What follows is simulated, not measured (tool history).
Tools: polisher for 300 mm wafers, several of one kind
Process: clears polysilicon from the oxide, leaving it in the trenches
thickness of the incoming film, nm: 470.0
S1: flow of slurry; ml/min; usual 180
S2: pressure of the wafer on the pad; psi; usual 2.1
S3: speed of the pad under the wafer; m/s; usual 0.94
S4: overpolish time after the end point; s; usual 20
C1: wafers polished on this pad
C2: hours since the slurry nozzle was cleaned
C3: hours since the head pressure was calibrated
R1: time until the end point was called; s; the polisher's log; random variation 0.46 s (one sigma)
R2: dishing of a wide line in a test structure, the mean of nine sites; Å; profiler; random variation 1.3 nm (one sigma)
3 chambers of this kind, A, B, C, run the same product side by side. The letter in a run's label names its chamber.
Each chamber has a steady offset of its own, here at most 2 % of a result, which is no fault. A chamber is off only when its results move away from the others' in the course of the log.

{"run": "1A", "day": 0.112, "S1": 180, "S2": 2.1, "S3": 0.94, "S4": 20, "C1": 387, "C2": 588.0, "C3": 69.0, "R1": 53.735, "R2": 584.95}
{"day": 0.15, "done": "chamber B: worn pad replaced by a new one"}
{"run": "2C", "day": 0.254, "S1": 180, "S2": 2.1, "S3": 0.94, "S4": 20, "C1": 423, "C2": 133.5, "C3": 664.8, "R1": 52.416, "R2": 593.99}
{"run": "3B", "day": 0.404, "S1": 180, "S2": 2.1, "S3": 0.94, "S4": 20, "C1": 45, "C2": 392.5, "C3": 255.2, "R1": 52.508, "R2": 576.88}
{"run": "4A", "day": 0.525, "S1": 180, "S2": 2.1, "S3": 0.94, "S4": 20, "C1": 460, "C2": 597.9, "C3": 78.9, "R1": 53.778, "R2": 563.77}
{"run": "5C", "day": 0.654, "S1": 180, "S2": 2.1, "S3": 0.94, "S4": 20, "C1": 494, "C2": 143.1, "C3": 674.4, "R1": 53.354, "R2": 588.69}
{"run": "6B", "day": 0.733, "S1": 180, "S2": 2.1, "S3": 0.94, "S4": 20, "C1": 103, "C2": 400.4, "C3": 263.1, "R1": 52.36, "R2": 579.67}
{"day": 0.742, "done": "chamber C: worn pad replaced by a new one"}
{"run": "7C", "day": 0.829, "S1": 180, "S2": 2.1, "S3": 0.94, "S4": 20, "C1": 15, "C2": 147.3, "C3": 678.6, "R1": 52.847, "R2": 584.38}
{"run": "8B", "day": 0.929, "S1": 180, "S2": 2.1, "S3": 0.94, "S4": 20, "C1": 138, "C2": 405.1, "C3": 267.8, "R1": 52.815, "R2": 593.19}
{"run": "9A", "day": 1.1, "S1": 180, "S2": 2.1, "S3": 0.94, "S4": 20, "C1": 561, "C2": 611.7, "C3": 92.7, "R1": 53.726, "R2": 596.41}
{"run": "10B", "day": 1.217, "S1": 180, "S2": 2.1, "S3": 0.94, "S4": 20, "C1": 189, "C2": 412.0, "C3": 274.7, "R1": 54.302, "R2": 554.82}
{"run": "11A", "day": 1.388, "S1": 180, "S2": 2.1, "S3": 0.94, "S4": 20, "C1": 612, "C2": 618.6, "C3": 99.6, "R1": 54.007, "R2": 554.04}
{"run": "12C", "day": 1.467, "S1": 180, "S2": 2.1, "S3": 0.94, "S4": 20, "C1": 128, "C2": 162.6, "C3": 693.9, "R1": 52.856, "R2": 598.5}
{"run": "13A", "day": 1.612, "S1": 180, "S2": 2.1, "S3": 0.94, "S4": 20, "C1": 652, "C2": 624.0, "C3": 105.0, "R1": 53.332, "R2": 575.18}
{"run": "14C", "day": 1.729, "S1": 180, "S2": 2.1, "S3": 0.94, "S4": 20, "C1": 174, "C2": 168.9, "C3": 700.2, "R1": 52.594, "R2": 606.87}
{"run": "15B", "day": 1.854, "S1": 180, "S2": 2.1, "S3": 1.22, "S4": 29, "C1": 301, "C2": 427.3, "C3": 290.0, "R1": 43.109, "R2": 584.82}
{"run": "16A", "day": 1.95, "S1": 180, "S2": 2.1, "S3": 1.22, "S4": 29, "C1": 712, "C2": 632.1, "C3": 113.1, "R1": 41.996, "R2": 605.61}
{"run": "17C", "day": 2.054, "S1": 180, "S2": 2.1, "S3": 1.22, "S4": 29, "C1": 232, "C2": 176.7, "C3": 708.0, "R1": 40.668, "R2": 628.37}
{"run": "18B", "day": 2.142, "S1": 180, "S2": 2.1, "S3": 0.94, "S4": 20, "C1": 352, "C2": 434.2, "C3": 296.9, "R1": 55.357, "R2": 553.41}
{"run": "19C", "day": 2.225, "S1": 180, "S2": 2.1, "S3": 0.94, "S4": 20, "C1": 262, "C2": 180.8, "C3": 712.1, "R1": 51.906, "R2": 573.76}
{"run": "20A", "day": 2.379, "S1": 180, "S2": 2.1, "S3": 0.94, "S4": 27, "C1": 788, "C2": 642.4, "C3": 123.4, "R1": 53.188, "R2": 583.25}

Next, every chamber runs the same settings. What will each give?
{"run": "21A", "day": 2.504, "S1": 180, "S2": 2.1, "S3": 0.94, "S4": 24, "R1": "?", "R2": "?"}
{"run": "21B", "day": 2.504, "S1": 180, "S2": 2.1, "S3": 0.94, "S4": 24, "R1": "?", "R2": "?"}
{"run": "21C", "day": 2.504, "S1": 180, "S2": 2.1, "S3": 0.94, "S4": 24, "R1": "?", "R2": "?"}

run=21A R1=53.717 R2=591.09
run=21B R1=58.268 R2=583.60
run=21C R1=52.561 R2=601.73

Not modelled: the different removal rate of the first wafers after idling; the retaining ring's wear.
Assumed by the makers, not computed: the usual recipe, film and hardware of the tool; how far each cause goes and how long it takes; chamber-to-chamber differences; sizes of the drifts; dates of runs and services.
